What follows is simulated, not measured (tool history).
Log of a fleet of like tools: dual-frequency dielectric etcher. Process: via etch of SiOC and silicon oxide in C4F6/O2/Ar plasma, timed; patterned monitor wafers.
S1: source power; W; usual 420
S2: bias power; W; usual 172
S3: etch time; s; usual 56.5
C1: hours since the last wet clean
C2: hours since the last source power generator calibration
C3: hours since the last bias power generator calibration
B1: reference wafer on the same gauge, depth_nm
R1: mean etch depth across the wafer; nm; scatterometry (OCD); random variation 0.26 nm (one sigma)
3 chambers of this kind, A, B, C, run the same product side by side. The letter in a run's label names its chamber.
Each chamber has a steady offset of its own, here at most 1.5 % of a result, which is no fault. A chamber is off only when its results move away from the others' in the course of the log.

Run 1B, hour 7.2: usual settings; C1 151.7; C2 1008.3; C3 1236.3; B1 55.888. Result: R1 63.487 nm.
Run 2A, hour 11.6: usual settings; C1 70.2; C2 1068.9; C3 3771.9; B1 55.897. Result: R1 64.49 nm.
Run 3C, hour 15.6: usual settings; C1 93; C2 2394.2; C3 2947.4; B1 55.936. Result: R1 65.212 nm.
Run 4A, hour 20.2: usual settings; C1 78.8; C2 1077.5; C3 3780.5; B1 55.891. Result: R1 64.155 nm.
Run 5B, hour 25.9: usual settings; C1 170.4; C2 1027; C3 1255; B1 55.879. Result: R1 63.565 nm.
Run 6C, hour 30.3: usual settings; C1 107.7; C2 2408.9; C3 2962.1; B1 55.89. Result: R1 65.311 nm.
Run 7B, hour 35.2: usual settings; C1 179.7; C2 1036.3; C3 1264.3; B1 55.934. Result: R1 63.357 nm.
Run 8C, hour 41.9: usual settings; C1 119.3; C2 2420.5; C3 2973.7; B1 55.894. Result: R1 64.693 nm.
Run 9A, hour 48.7: usual settings; C1 107.3; C2 1106; C3 3809; B1 55.875. Result: R1 64.11 nm.
Run 10A, hour 53: usual settings; C1 111.6; C2 1110.3; C3 3813.3; B1 55.891. Result: R1 64.114 nm.
Run 11C, hour 57.9: usual settings but S2 191 W; C1 135.3; C2 2436.5; C3 2989.7; B1 55.981. Result: R1 67.157 nm.
Run 12B, hour 64: usual settings but S2 191 W; C1 208.5; C2 1065.1; C3 1293.1; B1 55.884. Result: R1 65.153 nm.
Run 13B, hour 70.9: usual settings but S2 191 W; C1 215.4; C2 1072; C3 1300; B1 55.86. Result: R1 65.014 nm.
Run 14A, hour 77.3: usual settings; C1 135.9; C2 1134.6; C3 3837.6; B1 55.919. Result: R1 64.507 nm.
Run 15C, hour 83.3: usual settings; C1 160.7; C2 2461.9; C3 3015.1; B1 55.931. Result: R1 64.33 nm.
Run 16C, hour 90.5: usual settings; C1 167.9; C2 2469.1; C3 3022.3; B1 55.897. Result: R1 65.417 nm.
Run 17A, hour 96.1: usual settings; C1 154.7; C2 1153.4; C3 3856.4; B1 55.897. Result: R1 64.417 nm.
Run 18B, hour 100.8: usual settings; C1 245.3; C2 1101.9; C3 1329.9; B1 55.908. Result: R1 62.085 nm.
Run 19A, hour 107.9: usual settings; C1 166.5; C2 1165.2; C3 3868.2; B1 55.932. Result: R1 64.843 nm.
Run 20C, hour 114.5: usual settings; C1 191.9; C2 2493.1; C3 3046.3; B1 55.882. Result: R1 65.375 nm.
Run 21B, hour 120.2: usual settings; C1 264.7; C2 1121.3; C3 1349.3; B1 55.918. Result: R1 62.165 nm.
Run 22C, hour 126.5: usual settings; C1 203.9; C2 2505.1; C3 3058.3; B1 55.892. Result: R1 64.841 nm.
Run 23B, hour 130.7: usual settings; C1 275.2; C2 1131.8; C3 1359.8; B1 55.887. Result: R1 61.501 nm.

Is one chamber off against the others, does the gauge drift, or is nothing wrong? If a chamber is off, say which, and what the likeliest cause is.

Chamber B drifts away from the others.
Cause: etch rate under this chamber's usual, % = 2.86.

Here are 4 candidates for chamber B's next run, each the usual settings with a change, their results left as question marks. Which one brings its results back in line with what the others give on the usual settings?
In line means no further than this from the other chambers' mean on the usual settings: R1 0.93 nm
Run 24B-1, hour 136: usual settings but S1 400 W. Result: R1 ?.
Run 24B-2, hour 136: usual settings but S2 174 W, S3 59 s. Result: R1 ?.
Run 24B-3, hour 136: usual settings but S2 173 W, S3 57.5 s. Result: R1 ?.
Run 24B-4, hour 136: usual settings but S1 370 W. Result: R1 ?.

The other chambers' mean on the usual settings: R1 64.651 nm
  run      R1
24B-1  60.596
24B-2  64.707
24B-3  62.946
24B-4  58.819
24B-2 brings the chamber back in line.

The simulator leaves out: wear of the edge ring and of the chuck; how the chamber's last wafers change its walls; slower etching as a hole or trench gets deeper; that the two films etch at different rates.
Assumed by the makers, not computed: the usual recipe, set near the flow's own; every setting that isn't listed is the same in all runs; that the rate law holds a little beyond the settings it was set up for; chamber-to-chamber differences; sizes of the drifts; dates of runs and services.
